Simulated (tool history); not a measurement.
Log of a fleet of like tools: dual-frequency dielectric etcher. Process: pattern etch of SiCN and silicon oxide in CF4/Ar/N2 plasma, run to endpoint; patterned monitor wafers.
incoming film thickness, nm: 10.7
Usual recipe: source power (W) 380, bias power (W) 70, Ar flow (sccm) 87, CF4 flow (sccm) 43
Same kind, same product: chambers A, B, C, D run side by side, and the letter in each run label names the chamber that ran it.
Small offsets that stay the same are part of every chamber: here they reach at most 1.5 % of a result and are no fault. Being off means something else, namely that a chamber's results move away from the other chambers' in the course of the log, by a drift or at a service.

run   hour  source power (W)  bias power (W)  Ar flow (sccm)  CF4 flow (sccm)  endpoint time (s)
 1A    6.6               380              70              87               43             15.401
 2D   14.6               380              70              87               43             15.541
 3B   23.1               380              70              87               43             15.674
 4C   31.5               380              70              87               43             15.444
 5D   36.3               380              70              87               43             15.564
 6C   41.4               380              70              87               43             15.287
 7A   46.6               380              70              87               43             15.347
 8B   54.3               380              70              87               43             15.216
 9B   61.2               380              70              87               43             15.572
      63.3  -- chamber B: wet clean of the chamber
10D   70.5               380              70              87               43             15.512
11C   79.3               380              70              87               43             15.269
12A     85               380              70              87               43             15.435
      87.9  -- chamber D: wet clean of the chamber
13A   94.7               380              70              87               36             15.852
14B    103               380              70              87               36             15.764
15D    109               380              70              87               36             16.491
16C  118.9               380              70              87               36             15.797
17A  124.1               380              70              87               43             15.396
18B  133.5               380              70              87               43             15.606
19C  143.2               420              70              87               39             14.419
20D  150.3               420              70              87               39             15.026
21D  158.3               420              70              87               39             14.913
22C    168               420              70              87               39              14.34
23B  174.6               380              70              87               43              15.32
24A  184.2               380              70              97               43             15.599

Next, every chamber runs the same settings. What will each give?
25A  191.3               380              87              87               43                  ?
25B  191.3               380              87              87               43                  ?
25C  191.3               380              87              87               43                  ?
25D  191.3               380              87              87               43                  ?

run  endpoint time (s)
25A             14.253
25B             14.189
25C             14.115
25D             14.799

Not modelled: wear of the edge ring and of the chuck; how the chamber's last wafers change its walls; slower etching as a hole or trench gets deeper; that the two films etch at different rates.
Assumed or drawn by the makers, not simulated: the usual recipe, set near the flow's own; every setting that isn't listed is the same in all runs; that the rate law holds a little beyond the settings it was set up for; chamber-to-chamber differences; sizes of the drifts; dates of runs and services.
